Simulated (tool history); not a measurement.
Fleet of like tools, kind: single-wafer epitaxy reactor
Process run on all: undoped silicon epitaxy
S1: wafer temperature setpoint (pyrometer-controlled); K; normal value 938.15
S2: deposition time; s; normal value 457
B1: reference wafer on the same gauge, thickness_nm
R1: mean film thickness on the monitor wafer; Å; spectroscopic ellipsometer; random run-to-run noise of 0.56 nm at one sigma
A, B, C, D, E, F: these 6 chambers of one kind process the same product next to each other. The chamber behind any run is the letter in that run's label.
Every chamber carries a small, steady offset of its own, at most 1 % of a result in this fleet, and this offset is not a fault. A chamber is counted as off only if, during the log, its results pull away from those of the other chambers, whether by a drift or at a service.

run   hour      S1   S2      B1       R1
 1B    3.5  938.15  457  126.02  1047.00
 2A    7.5  938.15  457  125.92  1053.80
 3D   11.5  938.15  457  125.89  1047.20
 4C   16.7  938.15  457  125.93  1064.00
 5E   20.1  938.15  457  125.95  1047.90
 6F   25.1  951.15  457  126.01  1391.70
 7C   29.4  951.15  457  126.15  1393.10
 8B   33.9  951.15  457  125.92  1395.40
 9F   36.9  951.15  457  125.79  1396.20
10A   42.2  951.15  457  125.98  1379.00
11E   45.0  951.15  457  126.00  1361.10
12D   49.2  938.15  457  126.03  1051.50
13E   54.2  938.15  457  126.21  1043.30
14B   56.8  938.15  457  125.83  1059.60
15C   62.4  938.15  457  125.91  1065.90
16D   67.5  938.15  457  126.01  1054.80
17A   72.6  938.15  457  126.12  1055.60
18F   77.1  938.15  457  126.02  1070.80
19E   79.8  938.15  457  125.89  1057.50
20A   85.0  947.15  500  125.99  1386.00
21C   90.6  947.15  500  125.95  1387.70
22D   94.1  947.15  500  126.03  1399.00
23F   97.4  947.15  500  126.00  1411.30
24B  101.4  947.15  500  126.10  1389.90
25A  104.7  947.15  500  126.02  1398.70
     109.6  -- chamber D: pyrometer calibrated
26C  110.0  938.15  457  126.22  1058.50
27B  112.5  923.15  531  126.05   889.87
28E  118.1  923.15  531  125.96   887.26
29D  121.1  923.15  531  126.00   963.58
30F  125.5  923.15  531  125.97   900.67
31A  130.4  923.15  531  125.85   881.46
32B  135.5  923.15  531  126.21   882.13
33D  138.5  938.15  457  126.26  1134.80
34E  143.3  938.15  457  125.96  1046.00
35C  146.9  938.15  457  126.07  1054.70
36F  152.0  932.15  484  125.91   992.17
37C  154.5  932.15  484  125.96   988.94
38F  158.6  932.15  484  126.04  1001.70
39B  163.8  932.15  484  125.97   977.54
40D  169.1  932.15  484  125.98  1057.00
41A  172.7  932.15  484  126.03   973.46
42E  178.1  938.15  457  126.21  1050.70
43A  180.6  938.15  457  125.97  1049.60
44B  185.1  938.15  457  126.07  1064.90

Next, all 6 chambers run the settings below, one line each with question marks for the results. What does each chamber give?
45A  189.1  938.15  457       ?
45B  189.1  938.15  457       ?
45C  189.1  938.15  457       ?
45D  189.1  938.15  457       ?
45E  189.1  938.15  457       ?
45F  189.1  938.15  457       ?

run       R1
45A  1046.90
45B  1050.70
45C  1052.80
45D  1133.90
45E  1040.80
45F  1055.00

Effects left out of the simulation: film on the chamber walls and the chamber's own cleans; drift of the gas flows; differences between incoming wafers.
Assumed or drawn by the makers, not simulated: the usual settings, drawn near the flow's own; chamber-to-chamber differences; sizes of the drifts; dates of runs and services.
